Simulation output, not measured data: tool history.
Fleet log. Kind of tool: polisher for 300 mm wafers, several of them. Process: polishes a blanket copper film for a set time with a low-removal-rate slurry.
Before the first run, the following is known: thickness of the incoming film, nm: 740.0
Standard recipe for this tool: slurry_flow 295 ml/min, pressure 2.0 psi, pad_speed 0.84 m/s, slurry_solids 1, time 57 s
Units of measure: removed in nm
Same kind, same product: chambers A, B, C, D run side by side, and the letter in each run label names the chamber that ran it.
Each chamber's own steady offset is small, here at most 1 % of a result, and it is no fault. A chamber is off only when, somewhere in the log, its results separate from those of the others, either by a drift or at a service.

run	hour	slurry_flow	pressure	pad_speed	slurry_solids	time	wafers polished on this pad	hours since the slurry nozzle was cleaned	hours since the head pressure was calibrated	hours since the slurry blender was calibrated	removed
# hour 1.0: chamber B: slurry nozzle cleaned
1C	6.8	295	2.0	0.84	1	57	305	464.4	307.9	241.6	82.788
# hour 14.1: chamber B: slurry blender recalibrated
# hour 14.3: chamber A: worn pad replaced by a new one
2A	16.7	295	2.0	0.84	1	57	26	48.3	395.8	38.2	83.319
3D	27.8	295	2.0	0.84	1	57	391	62.8	388.0	408.3	83.611
4B	36.1	295	2.0	0.84	1	57	778	35.1	785.6	22.1	84.099
5C	41.3	295	2.0	0.84	1	57	674	498.9	342.4	276.1	82.179
6B	47.7	295	2.0	0.84	1	57	902	46.7	797.2	33.7	82.141
# hour 51.3: chamber C: worn pad replaced by a new one
7A	56.8	295	2.0	0.84	1	57	454	88.4	435.9	78.3	84.471
# hour 62.3: chamber D: slurry blender recalibrated
8D	67.7	295	2.0	0.84	1	57	818	102.7	427.9	5.5	82.977
# hour 69.2: chamber D: worn pad replaced by a new one
# hour 75.0: chamber A: worn pad replaced by a new one
9C	75.1	295	2.0	0.84	1	57	254	532.7	376.2	309.9	82.593
10A	81.1	295	2.0	0.84	1	57	66	112.7	460.2	102.6	82.695
11B	91.1	295	2.0	0.84	1	57	1366	90.1	840.6	77.1	83.021
12D	101.4	295	2.0	0.84	1	57	344	136.4	461.6	39.2	83.429
# hour 103.5: chamber C: slurry nozzle cleaned
# hour 106.1: chamber D: head pressure recalibrated
13D	109.2	295	2.0	0.84	1	57	427	144.2	3.2	47.0	82.529
# hour 117.5: chamber C: worn pad replaced by a new one
14C	118.4	295	2.0	0.84	1	57	10	14.9	419.5	353.2	83.428
# hour 119.3: chamber C: slurry blender recalibrated
15B	124.7	295	2.0	0.84	1	57	1725	123.7	874.2	110.7	82.140
# hour 133.0: chamber A: worn pad replaced by a new one
16A	134.0	295	2.0	0.84	1	57	11	165.6	513.1	155.5	83.637
17D	140.2	295	2.0	0.84	1	57	758	175.2	34.2	78.0	82.972
18C	149.4	295	2.0	0.84	1	57	341	45.9	450.5	30.2	82.557
# hour 153.7: chamber D: worn pad replaced by a new one
19A	157.5	295	2.0	0.84	1	57	262	189.1	536.6	179.0	82.816
20B	166.6	295	2.0	0.84	1	57	2173	165.6	916.1	152.6	82.036
21B	174.7	295	2.0	0.84	1	57	2260	173.7	924.2	160.7	81.246
# hour 179.6: chamber C: worn pad replaced by a new one
22A	183.8	295	2.0	0.84	1	57	543	215.4	562.9	205.3	82.497
# hour 185.6: chamber A: slurry blender recalibrated
23D	189.3	295	2.0	0.84	1	57	381	224.3	83.3	127.1	83.365
24C	197.3	295	2.3	0.70	1	57	189	93.8	498.4	78.1	79.923
# hour 202.8: chamber A: worn pad replaced by a new one
25C	207.0	295	2.3	0.70	1	57	293	103.5	508.1	87.8	79.701
26D	217.1	295	2.3	0.70	1	57	678	252.1	111.1	154.9	78.687
# hour 218.8: chamber B: slurry blender recalibrated
27B	222.5	295	2.3	0.70	1	57	2771	221.5	972.0	3.8	76.086
28A	230.4	295	2.0	0.84	1	76	295	262.0	609.5	44.8	111.400
29B	236.2	295	2.0	0.84	1	76	2917	235.2	985.7	17.5	104.460
# hour 237.7: chamber D: worn pad replaced by a new one
30D	245.1	295	2.0	0.84	1	76	79	280.1	139.1	182.9	111.110
# hour 247.7: chamber C: worn pad replaced by a new one
31C	254.5	295	2.0	0.84	1	76	73	151.0	555.6	135.3	110.470
# hour 256.3: chamber A: worn pad replaced by a new one
32A	259.9	295	2.0	0.84	1	57	39	291.5	639.0	74.3	83.755
33B	269.8	295	2.0	0.84	1	57	3276	268.8	1019.3	51.1	78.239
34A	278.4	295	2.0	0.84	1	57	237	310.0	657.5	92.8	82.341
35C	284.4	295	2.0	0.84	1	57	392	180.9	585.5	165.2	82.114
36D	291.8	295	2.0	0.84	1	57	578	326.8	185.8	229.6	81.165
37A	300.5	295	2.0	0.84	1	57	473	332.1	679.6	114.9	83.064
38B	311.0	295	2.0	0.84	1	57	3717	310.0	1060.5	92.3	76.863

For the next run the whole fleet of 4 chambers uses the same settings. Give each chamber's results:
39A	319.1	390	2.0	0.84	1	57					?
39B	319.1	390	2.0	0.84	1	57					?
39C	319.1	390	2.0	0.84	1	57					?
39D	319.1	390	2.0	0.84	1	57					?

run	removed
39A	85.587
39B	79.366
39C	84.844
39D	84.591

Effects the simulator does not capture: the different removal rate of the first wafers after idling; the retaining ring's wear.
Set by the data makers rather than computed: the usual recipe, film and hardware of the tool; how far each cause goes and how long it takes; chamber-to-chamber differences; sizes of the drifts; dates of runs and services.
